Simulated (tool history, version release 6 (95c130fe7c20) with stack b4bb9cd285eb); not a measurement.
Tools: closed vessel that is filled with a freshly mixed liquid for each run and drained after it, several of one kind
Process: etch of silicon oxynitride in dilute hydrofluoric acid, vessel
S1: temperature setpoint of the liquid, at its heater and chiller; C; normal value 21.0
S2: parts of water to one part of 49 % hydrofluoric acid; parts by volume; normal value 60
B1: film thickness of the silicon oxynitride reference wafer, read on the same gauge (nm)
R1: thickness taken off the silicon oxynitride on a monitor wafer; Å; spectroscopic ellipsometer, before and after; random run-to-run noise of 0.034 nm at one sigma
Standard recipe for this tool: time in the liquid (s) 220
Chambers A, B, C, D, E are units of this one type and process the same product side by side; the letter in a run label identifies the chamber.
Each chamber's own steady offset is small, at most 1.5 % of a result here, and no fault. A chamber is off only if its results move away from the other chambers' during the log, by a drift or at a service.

run 1E hour=7.7 | S1=21.0 S2=60 time_in_the_liquid_(s)=220 | B1=130.02 | R1=50.003
-- hour=9.6 chamber C: hydrofluoric acid flow meter replaced
run 2A hour=19.0 | S1=21.0 S2=60 time_in_the_liquid_(s)=220 | B1=130.00 | R1=49.395
run 3B hour=32.3 | S1=21.0 S2=60 time_in_the_liquid_(s)=220 | B1=129.99 | R1=50.403
run 4C hour=42.5 | S1=21.0 S2=60 time_in_the_liquid_(s)=220 | B1=130.01 | R1=48.908
-- hour=55.3 chamber E: hydrofluoric acid flow meter replaced
run 5D hour=56.6 | S1=21.0 S2=60 time_in_the_liquid_(s)=220 | B1=130.00 | R1=49.759
run 6B hour=63.2 | S1=21.0 S2=60 time_in_the_liquid_(s)=220 | B1=130.03 | R1=50.211
run 7E hour=69.9 | S1=21.0 S2=60 time_in_the_liquid_(s)=220 | B1=129.98 | R1=49.326
run 8C hour=81.0 | S1=21.0 S2=60 time_in_the_liquid_(s)=220 | B1=130.01 | R1=49.015
run 9D hour=92.6 | S1=21.0 S2=60 time_in_the_liquid_(s)=220 | B1=130.01 | R1=49.103
run 10A hour=106.8 | S1=21.0 S2=60 time_in_the_liquid_(s)=220 | B1=130.00 | R1=49.238
run 11D hour=113.6 | S1=21.0 S2=60 time_in_the_liquid_(s)=220 | B1=129.99 | R1=49.340
-- hour=122.4 chamber B: hydrofluoric acid flow meter replaced
run 12A hour=127.9 | S1=21.0 S2=60 time_in_the_liquid_(s)=345 | B1=130.00 | R1=77.321
run 13C hour=135.5 | S1=21.0 S2=60 time_in_the_liquid_(s)=345 | B1=130.01 | R1=76.914
run 14B hour=149.1 | S1=21.0 S2=60 time_in_the_liquid_(s)=345 | B1=129.98 | R1=78.380
run 15E hour=161.2 | S1=21.0 S2=60 time_in_the_liquid_(s)=345 | B1=130.02 | R1=77.959
run 16E hour=169.1 | S1=21.0 S2=60 time_in_the_liquid_(s)=345 | B1=130.03 | R1=78.418
run 17B hour=182.2 | S1=21.0 S2=60 time_in_the_liquid_(s)=220 | B1=129.97 | R1=50.438
run 18A hour=193.8 | S1=21.0 S2=60 time_in_the_liquid_(s)=220 | B1=130.01 | R1=49.423
run 19D hour=203.6 | S1=21.0 S2=60 time_in_the_liquid_(s)=220 | B1=130.04 | R1=49.278
run 20C hour=218.8 | S1=21.0 S2=60 time_in_the_liquid_(s)=220 | B1=130.00 | R1=49.047
run 21D hour=228.9 | S1=21.0 S2=60 time_in_the_liquid_(s)=220 | B1=129.99 | R1=49.301
run 22B hour=236.8 | S1=21.0 S2=60 time_in_the_liquid_(s)=220 | B1=130.03 | R1=50.013
run 23A hour=247.3 | S1=21.0 S2=60 time_in_the_liquid_(s)=220 | B1=130.00 | R1=49.678
run 24E hour=256.1 | S1=21.0 S2=60 time_in_the_liquid_(s)=220 | B1=130.02 | R1=49.628
run 25C hour=266.1 | S1=21.0 S2=60 time_in_the_liquid_(s)=220 | B1=129.98 | R1=49.645
run 26A hour=278.0 | S1=21.0 S2=60 time_in_the_liquid_(s)=220 | B1=129.98 | R1=49.991
run 27C hour=290.1 | S1=21.0 S2=60 time_in_the_liquid_(s)=220 | B1=130.01 | R1=49.197
run 28E hour=299.4 | S1=17.5 S2=60 time_in_the_liquid_(s)=150 | B1=130.01 | R1=28.293
run 29D hour=313.0 | S1=17.5 S2=60 time_in_the_liquid_(s)=150 | B1=129.98 | R1=28.343
run 30B hour=324.7 | S1=17.5 S2=60 time_in_the_liquid_(s)=150 | B1=129.99 | R1=28.432
run 31C hour=334.8 | S1=17.5 S2=60 time_in_the_liquid_(s)=150 | B1=130.04 | R1=27.779

Next, every chamber runs the same settings. What will each give?
run 32A hour=345.7 | S1=19.5 S2=60 time_in_the_liquid_(s)=220 | R1=?
run 32B hour=345.7 | S1=19.5 S2=60 time_in_the_liquid_(s)=220 | R1=?
run 32C hour=345.7 | S1=19.5 S2=60 time_in_the_liquid_(s)=220 | R1=?
run 32D hour=345.7 | S1=19.5 S2=60 time_in_the_liquid_(s)=220 | R1=?
run 32E hour=345.7 | S1=19.5 S2=60 time_in_the_liquid_(s)=220 | R1=?

run=32A R1=46.064
run=32B R1=46.505
run=32C R1=45.855
run=32D R1=45.479
run=32E R1=45.957
